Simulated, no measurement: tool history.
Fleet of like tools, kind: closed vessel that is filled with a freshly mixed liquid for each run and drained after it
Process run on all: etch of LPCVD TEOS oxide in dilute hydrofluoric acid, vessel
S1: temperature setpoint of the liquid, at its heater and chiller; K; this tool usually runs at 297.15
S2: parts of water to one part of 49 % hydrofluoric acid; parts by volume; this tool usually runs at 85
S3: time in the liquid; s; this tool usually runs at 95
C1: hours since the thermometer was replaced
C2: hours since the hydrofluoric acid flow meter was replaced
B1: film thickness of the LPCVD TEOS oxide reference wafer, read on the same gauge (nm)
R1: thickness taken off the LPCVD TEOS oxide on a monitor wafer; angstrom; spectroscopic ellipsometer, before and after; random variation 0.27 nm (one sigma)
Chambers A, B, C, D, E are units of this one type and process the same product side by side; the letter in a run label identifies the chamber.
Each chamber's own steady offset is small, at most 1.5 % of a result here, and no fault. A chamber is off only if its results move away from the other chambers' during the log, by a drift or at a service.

run,hour,S1,S2,S3,C1,C2,B1,R1
1C,9.8,297.15,85,95,297.7,1444.4,59.995,410.9
2D,21.2,297.15,85,95,271.6,823.9,59.982,419.92
3A,36.7,297.15,85,95,896.2,406.7,60.006,415.03
4B,52,297.15,85,95,135.4,59.9,60.002,412.53
5E,64.1,297.15,85,95,1243.9,255.9,59.985,419.12
6A,72.5,297.15,85,95,932,442.5,60.023,419.1
7C,81.9,297.15,85,95,369.8,1516.5,60.006,414.88
8B,95,297.15,85,95,178.4,102.9,60.009,415.62
9E,107.8,297.15,105,55,1287.6,299.6,60,190.95
10D,118.3,297.15,105,55,368.7,921,59.99,193.73
11C,129.4,297.15,105,55,417.3,1564,59.996,188.44
12B,140.2,297.15,105,55,223.6,148.1,59.997,191.22
13D,151.3,297.15,105,55,401.7,954,60.005,196.79
14E,162.3,297.15,85,95,1342.1,354.1,59.995,418.47
15A,174.4,297.15,85,95,1033.9,544.4,60.014,414.72
16B,186.2,297.15,85,95,269.6,194.1,60.005,416.26
17A,197.6,297.15,85,95,1057.1,567.6,59.993,418.5
18E,204.8,297.15,85,95,1384.6,396.6,59.99,414.35
19D,215,297.15,85,95,465.4,1017.7,60.01,434.8
20C,230.7,297.15,85,95,518.6,1665.3,60,416.63
21B,238.2,297.15,85,95,321.6,246.1,59.999,414.78
22A,250.8,297.15,85,95,1110.3,620.8,59.994,417.75
23D,265,297.15,85,95,515.4,1067.7,60.017,436.42
24E,279.2,297.15,85,95,1459,471,59.992,421.33
25C,290.1,297.15,85,95,578,1724.7,60.004,411.02
26C,302.9,297.15,85,95,590.8,1737.5,59.994,411.23
27E,310.9,297.15,85,95,1490.7,502.7,60.004,412.88
# hour 316.6: chamber C: hydrofluoric acid flow meter replaced
28D,320.2,297.15,85,95,570.6,1122.9,59.984,444.51
29B,327.4,297.15,85,95,410.8,335.3,59.974,414.23
30A,337.8,297.15,85,95,1197.3,707.8,59.986,419.04
31B,348.3,297.15,85,95,431.7,356.2,59.998,417.87
32E,360.2,297.15,85,95,1540,552,59.987,415.79
33D,371,297.15,85,95,621.4,1173.7,60,440.84
34C,383.7,297.15,85,95,671.6,67.1,60.009,416.25
35A,394.8,297.15,85,95,1254.3,764.8,60.001,416.33
36D,408.9,297.15,85,95,659.3,1211.6,59.992,444.7
37C,415.8,297.15,85,95,703.7,99.2,59.995,419.13
38A,427.7,297.15,85,95,1287.2,797.7,60.002,418.17
# hour 437.6: chamber A: thermometer replaced
39B,443.1,299.15,85,125,526.5,451,60.018,587.89
# hour 451.1: chamber E: hydrofluoric acid flow meter replaced
40E,452.6,299.15,85,125,1632.4,1.6,60.005,598.69
41A,459.7,299.15,85,125,22.2,829.7,60.024,598.07
42D,470.9,299.15,85,125,721.3,1273.6,60.006,643.42
43E,478.5,299.15,85,125,1658.3,27.5,59.989,597.93

Next, every chamber runs the same settings. What will each give?
44A,489.8,297.15,110,95,,,,?
44B,489.8,297.15,110,95,,,,?
44C,489.8,297.15,110,95,,,,?
44D,489.8,297.15,110,95,,,,?
44E,489.8,297.15,110,95,,,,?

run,R1
44A,312.22
44B,312.35
44C,310.28
44D,341.73
44E,312.25
